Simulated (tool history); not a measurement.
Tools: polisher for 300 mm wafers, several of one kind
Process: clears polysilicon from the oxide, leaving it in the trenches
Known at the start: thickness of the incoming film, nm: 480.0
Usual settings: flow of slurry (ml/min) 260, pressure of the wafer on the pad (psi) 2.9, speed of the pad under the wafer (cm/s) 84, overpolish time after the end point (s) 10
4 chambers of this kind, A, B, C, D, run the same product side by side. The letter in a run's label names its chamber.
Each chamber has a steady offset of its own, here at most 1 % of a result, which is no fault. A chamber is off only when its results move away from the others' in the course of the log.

run    day  flow of slurry (ml/min)  pressure of the wafer on the pad (psi)  speed of the pad under the wafer (cm/s)  overpolish time after the end point (s)  wafers polished on this pad  hours since the slurry nozzle was cleaned  hours since the head pressure was calibrated  time until the end point was called (s)  dishing of a wide line in a test structure (angstrom)
 1C  0.254                      260                                     2.9                                       84                                       10                          332                                       43.4                                         518.6                                   41.769                                                 432.49
 2A  0.454                      260                                     2.9                                       84                                       10                          298                                       56.1                                         140.7                                    41.79                                                 433.47
 3B   0.65                      260                                     2.9                                       84                                       10                          594                                       26.2                                         812.3                                    41.87                                                 428.86
 4D  0.858                      260                                     2.9                                       84                                       10                         1187                                      204.5                                         587.5                                   42.245                                                 432.44
       0.9  -- chamber D: slurry nozzle cleaned
 5D  1.079                      260                                     2.9                                       84                                       10                         1251                                        4.3                                         592.8                                   40.807                                                 428.97
 6C  1.204                      260                                     2.9                                       84                                       10                          605                                       66.2                                         541.4                                   41.689                                                 434.13
     1.296  -- chamber B: worn pad replaced by a new one
 7B  1.338                      260                                     2.9                                       84                                       10                           12                                       42.7                                         828.8                                    42.21                                                 414.59
     1.379  -- chamber A: worn pad replaced by a new one
     1.483  -- chamber D: worn pad replaced by a new one
 8A  1.592                      260                                     2.9                                       84                                       10                           61                                       83.4                                           168                                   41.742                                                 428.27
     1.754  -- chamber C: worn pad replaced by a new one
 9C  1.783                      260                                     2.9                                       84                                       10                            9                                       80.1                                         555.3                                   42.019                                                 436.12
10B    1.9                      260                                     2.9                                       84                                       10                          173                                       56.2                                         842.3                                   41.277                                                 439.57
11D  2.112                      260                                     2.9                                       84                                       10                          180                                       29.1                                         617.6                                   41.262                                                 409.13
12A  2.329                      260                                     2.9                                       84                                       10                          273                                      101.1                                         185.7                                   42.236                                                  427.8
13D    2.5                      260                                     2.9                                       84                                       10                          291                                       38.4                                         626.9                                   42.486                                                 427.92
14B  2.696                      260                                     2.9                                       84                                       10                          402                                       75.3                                         861.4                                   41.529                                                 423.17
15A  2.942                      260                                     2.9                                       84                                       10                          449                                      115.8                                         200.4                                   41.246                                                 426.43
16C    3.1                      260                                     2.9                                       84                                       10                          387                                      111.7                                         586.9                                   41.994                                                 439.15
     3.225  -- chamber A: worn pad replaced by a new one
17D  3.271                      260                                     2.9                                       84                                       10                          513                                       56.9                                         645.4                                    41.58                                                 441.87
18B  3.462                      260                                     2.9                                      100                                       10                          622                                       93.7                                         879.8                                   35.205                                                 434.11
     3.612  -- chamber B: worn pad replaced by a new one
19A  3.679                      260                                     2.9                                      100                                       10                          131                                      133.5                                         218.1                                   35.415                                                 445.41
20C  3.796                      260                                     2.9                                      100                                       10                          586                                      128.4                                         603.6                                   34.765                                                 436.12
21D  3.938                      260                                     2.9                                      100                                       10                          704                                       72.9                                         661.4                                    33.84                                                 426.88
22C  4.112                      260                                     2.5                                       84                                       10                          677                                        136                                         611.2                                   47.322                                                 421.69
23A  4.288                      260                                     2.5                                       84                                       10                          305                                      148.1                                         232.7                                   48.339                                                  417.3
24B  4.425                      260                                     2.5                                       84                                       10                          234                                      116.8                                         902.9                                    48.43                                                 427.81
25C  4.617                      260                                     2.5                                       84                                       10                          822                                      148.1                                         623.3                                   48.179                                                 413.92
26D  4.742                      260                                     2.9                                       84                                       10                          935                                       92.2                                         680.7                                   41.874                                                 442.01
27B  4.983                      260                                     2.9                                       84                                       10                          394                                      130.2                                         916.3                                    41.13                                                 426.68
     5.079  -- chamber C: worn pad replaced by a new one
28A  5.129                      260                                     2.9                                       84                                        5                          547                                      168.3                                         252.9                                   41.646                                                 315.96
     5.171  -- chamber A: worn pad replaced by a new one
     5.212  -- chamber C: head pressure recalibrated
29C  5.317                      260                                     2.9                                       84                                        5                           68                                      164.9                                           2.5                                    40.71                                                 332.78
30D  5.546                      260                                     2.9                                       84                                        5                         1166                                      111.5                                           700                                    41.76                                                 316.77
31A  5.708                      260                                     2.9                                       84                                        5                          154                                      182.2                                         266.8                                   41.423                                                 324.64
32B  5.929                      260                                     2.9                                       84                                       10                          665                                      152.9                                           939                                   42.813                                                 424.76
33C  6.167                      260                                     2.9                                       84                                       10                          312                                      185.3                                          22.9                                    40.95                                                 426.14
       6.2  -- chamber B: worn pad replaced by a new one
       6.3  -- chamber D: worn pad replaced by a new one
34B  6.321                      260                                     2.9                                       84                                       10                           35                                      162.3                                         948.4                                    41.79                                                 425.54
35A  6.479                      260                                     2.9                                       84                                       10                          376                                      200.7                                         285.3                                   41.964                                                 431.19
36D  6.733                      260                                     2.9                                       84                                       10                          124                                        140                                         728.5                                   41.316                                                 414.05
37C  6.862                      260                                     2.9                                       84                                       10                          512                                        202                                          39.6                                   41.768                                                 433.28
38A  7.004                      260                                     2.9                                       84                                       10                          526                                      213.3                                         297.9                                   42.256                                                 419.08

All 4 chambers run these settings next. Forecast each chamber's results:
39A  7.196                      260                                     2.9                                       84                                       10                                                                                                                                                              ?                                                      ?
39B  7.196                      260                                     2.9                                       84                                       10                                                                                                                                                              ?                                                      ?
39C  7.196                      260                                     2.9                                       84                                       10                                                                                                                                                              ?                                                      ?
39D  7.196                      260                                     2.9                                       84                                       10                                                                                                                                                              ?                                                      ?

run  time until the end point was called (s)  dishing of a wide line in a test structure (angstrom)
39A                                   41.449                                                 427.43
39B                                    41.61                                                 433.66
39C                                   41.012                                                 433.25
39D                                   40.856                                                 425.87

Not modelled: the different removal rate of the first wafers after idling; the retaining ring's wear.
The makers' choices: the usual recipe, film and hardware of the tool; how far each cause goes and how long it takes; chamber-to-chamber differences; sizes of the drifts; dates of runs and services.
